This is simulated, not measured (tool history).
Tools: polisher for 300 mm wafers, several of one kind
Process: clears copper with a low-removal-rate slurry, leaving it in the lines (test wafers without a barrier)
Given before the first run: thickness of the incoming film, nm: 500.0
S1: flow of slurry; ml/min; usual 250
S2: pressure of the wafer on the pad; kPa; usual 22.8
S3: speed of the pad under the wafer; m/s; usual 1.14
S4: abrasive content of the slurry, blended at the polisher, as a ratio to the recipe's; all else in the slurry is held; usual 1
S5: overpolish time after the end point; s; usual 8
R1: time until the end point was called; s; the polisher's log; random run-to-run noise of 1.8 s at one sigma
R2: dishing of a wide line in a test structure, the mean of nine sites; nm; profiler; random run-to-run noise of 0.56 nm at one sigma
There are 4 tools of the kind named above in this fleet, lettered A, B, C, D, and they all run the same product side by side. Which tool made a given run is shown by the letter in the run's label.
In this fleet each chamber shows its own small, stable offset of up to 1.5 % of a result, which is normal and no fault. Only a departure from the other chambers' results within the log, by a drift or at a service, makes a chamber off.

{"run": "1D", "day": 0.225, "S1": 250, "S2": 22.8, "S3": 1.14, "S4": 1, "S5": 8, "R1": 117.18, "R2": 26.791}
{"run": "2B", "day": 0.5, "S1": 250, "S2": 22.8, "S3": 1.14, "S4": 1, "S5": 8, "R1": 116.37, "R2": 25.481}
{"run": "3A", "day": 0.754, "S1": 250, "S2": 22.8, "S3": 1.14, "S4": 1, "S5": 8, "R1": 115.93, "R2": 25.995}
{"run": "4C", "day": 1.012, "S1": 250, "S2": 22.8, "S3": 1.14, "S4": 1, "S5": 8, "R1": 114.46, "R2": 25.145}
{"run": "5B", "day": 1.162, "S1": 250, "S2": 22.8, "S3": 1.14, "S4": 1, "S5": 8, "R1": 113.34, "R2": 26.518}
{"run": "6C", "day": 1.458, "S1": 250, "S2": 22.8, "S3": 1.14, "S4": 1, "S5": 8, "R1": 113.47, "R2": 24.896}
{"run": "7D", "day": 1.625, "S1": 250, "S2": 22.8, "S3": 1.14, "S4": 1, "S5": 8, "R1": 115.23, "R2": 26.44}
{"day": 1.683, "done": "chamber B: worn pad replaced by a new one"}
{"day": 1.825, "done": "chamber A: worn pad replaced by a new one"}
{"run": "8A", "day": 1.829, "S1": 250, "S2": 22.8, "S3": 1.14, "S4": 1, "S5": 8, "R1": 115.22, "R2": 25.35}
{"run": "9B", "day": 2.088, "S1": 250, "S2": 22.8, "S3": 1.14, "S4": 1, "S5": 8, "R1": 115.39, "R2": 25.278}
{"run": "10C", "day": 2.258, "S1": 250, "S2": 22.8, "S3": 1.14, "S4": 1, "S5": 8, "R1": 112.77, "R2": 25.971}
{"day": 2.358, "done": "chamber C: worn pad replaced by a new one"}
{"run": "11D", "day": 2.479, "S1": 250, "S2": 22.8, "S3": 1.14, "S4": 1, "S5": 8, "R1": 114.44, "R2": 25.272}
{"day": 2.6, "done": "chamber A: slurry nozzle cleaned"}
{"run": "12A", "day": 2.629, "S1": 250, "S2": 22.8, "S3": 1.44, "S4": 1, "S5": 8, "R1": 91.169, "R2": 31.219}
{"run": "13A", "day": 2.825, "S1": 250, "S2": 22.8, "S3": 1.44, "S4": 1, "S5": 8, "R1": 88.684, "R2": 31.777}
{"day": 2.971, "done": "chamber D: worn pad replaced by a new one"}
{"day": 3.079, "done": "chamber D: slurry blender recalibrated"}
{"run": "14D", "day": 3.108, "S1": 250, "S2": 22.8, "S3": 1.44, "S4": 1, "S5": 8, "R1": 89.78, "R2": 32.439}
{"run": "15B", "day": 3.371, "S1": 250, "S2": 22.8, "S3": 1.44, "S4": 1, "S5": 8, "R1": 90.138, "R2": 31.685}
{"day": 3.408, "done": "chamber A: slurry blender recalibrated"}
{"run": "16C", "day": 3.512, "S1": 250, "S2": 22.8, "S3": 1.14, "S4": 1, "S5": 8, "R1": 114.43, "R2": 24.586}
{"run": "17B", "day": 3.8, "S1": 250, "S2": 22.8, "S3": 1.28, "S4": 1, "S5": 4, "R1": 102.57, "R2": 14.572}
{"run": "18D", "day": 4.092, "S1": 250, "S2": 22.8, "S3": 1.28, "S4": 1, "S5": 4, "R1": 101.59, "R2": 15.049}
{"run": "19C", "day": 4.296, "S1": 250, "S2": 22.8, "S3": 1.28, "S4": 1, "S5": 4, "R1": 103.3, "R2": 15.202}
{"run": "20A", "day": 4.483, "S1": 250, "S2": 22.8, "S3": 1.28, "S4": 1, "S5": 4, "R1": 103.81, "R2": 14.159}
{"run": "21B", "day": 4.712, "S1": 250, "S2": 26.2, "S3": 1.14, "S4": 1, "S5": 8, "R1": 100.04, "R2": 28.708}
{"day": 4.842, "done": "chamber B: head pressure recalibrated"}
{"run": "22C", "day": 4.971, "S1": 250, "S2": 26.2, "S3": 1.14, "S4": 1, "S5": 8, "R1": 99.942, "R2": 29.24}
{"run": "23D", "day": 5.196, "S1": 250, "S2": 26.2, "S3": 1.14, "S4": 1, "S5": 8, "R1": 102.23, "R2": 28.544}
{"day": 5.254, "done": "chamber B: slurry blender recalibrated"}
{"run": "24A", "day": 5.458, "S1": 250, "S2": 26.2, "S3": 1.14, "S4": 1, "S5": 8, "R1": 100.41, "R2": 27.962}
{"run": "25D", "day": 5.758, "S1": 250, "S2": 22.8, "S3": 1.14, "S4": 1, "S5": 8, "R1": 114.39, "R2": 25.01}
{"run": "26B", "day": 6.042, "S1": 250, "S2": 22.8, "S3": 1.14, "S4": 1, "S5": 8, "R1": 121.65, "R2": 23.231}
{"run": "27A", "day": 6.329, "S1": 250, "S2": 22.8, "S3": 1.14, "S4": 1, "S5": 8, "R1": 117.19, "R2": 24.461}
{"run": "28C", "day": 6.462, "S1": 250, "S2": 22.8, "S3": 1.14, "S4": 1, "S5": 8, "R1": 119.56, "R2": 25.058}
{"run": "29A", "day": 6.738, "S1": 250, "S2": 22.8, "S3": 1.14, "S4": 1, "S5": 13, "R1": 113.93, "R2": 38.508}
{"run": "30C", "day": 6.946, "S1": 250, "S2": 22.8, "S3": 1.14, "S4": 1, "S5": 13, "R1": 113.48, "R2": 38.238}
{"run": "31D", "day": 7.242, "S1": 250, "S2": 22.8, "S3": 1.14, "S4": 1, "S5": 13, "R1": 115.06, "R2": 38.544}
{"run": "32B", "day": 7.454, "S1": 250, "S2": 22.8, "S3": 1.14, "S4": 1, "S5": 13, "R1": 126.15, "R2": 35.592}
{"run": "33D", "day": 7.662, "S1": 250, "S2": 22.8, "S3": 1.14, "S4": 1, "S5": 8, "R1": 116.13, "R2": 24.59}
{"day": 7.679, "done": "chamber C: worn pad replaced by a new one"}
{"day": 7.688, "done": "chamber D: worn pad replaced by a new one"}
{"run": "34B", "day": 7.946, "S1": 250, "S2": 22.8, "S3": 1.14, "S4": 1, "S5": 8, "R1": 125.95, "R2": 23.21}
{"day": 7.992, "done": "chamber A: worn pad replaced by a new one"}
{"run": "35A", "day": 8.233, "S1": 250, "S2": 22.8, "S3": 1.14, "S4": 1, "S5": 8, "R1": 115.02, "R2": 26.106}
{"run": "36C", "day": 8.471, "S1": 250, "S2": 22.8, "S3": 1.14, "S4": 1, "S5": 8, "R1": 114.96, "R2": 25.42}
{"day": 8.633, "done": "chamber C: slurry nozzle cleaned"}
{"run": "37D", "day": 8.754, "S1": 250, "S2": 22.8, "S3": 1.14, "S4": 1, "S5": 8, "R1": 114.88, "R2": 25.573}
{"run": "38A", "day": 9.008, "S1": 250, "S2": 22.8, "S3": 1.14, "S4": 1, "S5": 8, "R1": 112.32, "R2": 24.823}
{"run": "39C", "day": 9.208, "S1": 250, "S2": 22.8, "S3": 1.14, "S4": 1, "S5": 8, "R1": 114.24, "R2": 25.549}
{"run": "40B", "day": 9.388, "S1": 250, "S2": 22.8, "S3": 1.14, "S4": 1, "S5": 8, "R1": 130.54, "R2": 23.446}
{"day": 9.538, "done": "chamber B: worn pad replaced by a new one"}
{"run": "41A", "day": 9.617, "S1": 250, "S2": 22.8, "S3": 0.98, "S4": 1, "S5": 11, "R1": 132.48, "R2": 30.447}
{"run": "42C", "day": 9.858, "S1": 250, "S2": 22.8, "S3": 0.98, "S4": 1, "S5": 11, "R1": 132.8, "R2": 29.237}
{"run": "43B", "day": 10.042, "S1": 250, "S2": 22.8, "S3": 0.98, "S4": 1, "S5": 11, "R1": 152.92, "R2": 25.503}

Decide between three cases: one chamber stands off from its peers, the gauge reading all wafers drifts, or nothing is wrong past each chamber's small offset. Where a chamber is off, say which and what most likely put it there.

Chamber B came out of a service off from its peers and stayed that way.
What lies behind it: head's pressure below its setpoint, % = 10.4.

Chamber B could run next with any of the 4 candidate recipes listed below; each alters the usual settings, and their results appear as question marks. Which one brings its results back in line with what the other chambers deliver on the usual settings?
In line here means within this much of the mean the other chambers give on the usual settings: R1 6.400 s; R2 1.900 nm
{"run": "44B-1", "day": 10.258, "S1": 255, "S2": 24.8, "S3": 1.26, "S4": 1, "S5": 8, "R1": "?", "R2": "?"}
{"run": "44B-2", "day": 10.258, "S1": 245, "S2": 20.7, "S3": 1.02, "S4": 1, "S5": 8, "R1": "?", "R2": "?"}
{"run": "44B-3", "day": 10.258, "S1": 250, "S2": 21.4, "S3": 1.08, "S4": 1, "S5": 8, "R1": "?", "R2": "?"}
{"run": "44B-4", "day": 10.258, "S1": 250, "S2": 24.1, "S3": 1.2, "S4": 1, "S5": 8, "R1": "?", "R2": "?"}

Mean of the other chambers on the usual settings: R1 115.350 s; R2 25.237 nm
run=44B-1 R1=104.860 R2=27.193
run=44B-2 R1=155.730 R2=18.836
run=44B-3 R1=142.100 R2=20.519
run=44B-4 R1=113.450 R2=25.303
The right change is 44B-4: it brings the chamber back within the allowed miss of the others.

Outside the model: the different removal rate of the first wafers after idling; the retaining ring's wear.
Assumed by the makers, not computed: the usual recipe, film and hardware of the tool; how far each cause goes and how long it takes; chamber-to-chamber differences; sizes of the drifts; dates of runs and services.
